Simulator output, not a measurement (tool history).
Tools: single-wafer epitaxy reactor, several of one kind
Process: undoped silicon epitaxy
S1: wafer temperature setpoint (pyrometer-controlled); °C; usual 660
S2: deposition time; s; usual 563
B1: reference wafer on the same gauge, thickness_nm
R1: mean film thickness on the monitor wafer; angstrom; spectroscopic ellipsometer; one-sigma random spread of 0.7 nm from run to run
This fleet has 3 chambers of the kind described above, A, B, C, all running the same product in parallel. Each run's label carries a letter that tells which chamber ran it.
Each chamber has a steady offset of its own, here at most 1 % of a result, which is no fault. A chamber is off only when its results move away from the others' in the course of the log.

run     day   S1   S2      B1       R1
 1C   0.212  660  563  108.04  1179.80
 2A   0.492  660  563  107.89  1171.20
 3B   0.804  660  563  108.10  1172.20
 4A   1.142  660  563  108.00  1170.10
 5B   1.354  660  563  108.09  1161.60
 6C   1.758  660  563  108.02  1192.40
 7C   1.983  660  563  107.89  1183.00
 8A   2.225  660  563  108.16  1188.80
 9B   2.604  660  563  107.88  1163.40
10A   3.008  653  491  107.89   890.36
11B   3.283  653  491  107.82   873.42
12C   3.600  653  491  108.16   886.03
13B   4.088  660  563  107.96  1179.60
14C   4.304  660  453  108.01   952.21
15A   4.629  660  453  108.09   969.82
16A   5.062  660  453  107.94   977.04
17C   5.429  660  563  108.17  1178.80
18B   5.692  660  563  108.18  1169.00
19A   6.117  660  563  108.07  1222.20
20C   6.488  660  563  107.91  1177.00
21B   6.775  660  563  108.10  1162.50
22A   7.229  660  563  108.03  1230.50
      7.308  -- chamber C: pyrometer calibrated
23B   7.575  660  563  107.85  1161.40
24C   7.850  660  563  108.01  1172.40
25A   8.092  660  563  108.02  1233.20
26C   8.338  660  563  108.03  1180.50
27B   8.800  660  563  108.03  1171.90
28A   9.179  655  563  108.12  1124.10
29B   9.633  655  563  108.04  1061.10
30C  10.108  655  563  108.15  1067.00

Does one chamber stand apart from the rest, does the shared gauge drift, or is all well apart from small per-chamber offsets? Give the chamber and the most likely cause, where there is one.

One chamber, A, drifts off from the rest bit by bit.
What lies behind it: wafer temperature above the value expected at the setpoint (K) = 3.02.

Below are 4 candidate recipes for chamber A's next run, each the usual settings with a change, their results shown as question marks. Which of them brings A's results back in line with what the other chambers give on the usual settings?
Maximum distance from the other chambers' mean on the usual settings for a result to count as in line: R1 24.00 angstrom
31A-1  10.458  662  574       ?
31A-2  10.458  660  546       ?
31A-3  10.458  657  563       ?
31A-4  10.458  660  580       ?

Other chambers, usual settings, mean: R1 1170.80 angstrom
  run       R1
31A-1  1331.90
31A-2  1214.70
31A-3  1175.60
31A-4  1290.40
31A-3 is the one that brings the chamber's results back in line with the other chambers.

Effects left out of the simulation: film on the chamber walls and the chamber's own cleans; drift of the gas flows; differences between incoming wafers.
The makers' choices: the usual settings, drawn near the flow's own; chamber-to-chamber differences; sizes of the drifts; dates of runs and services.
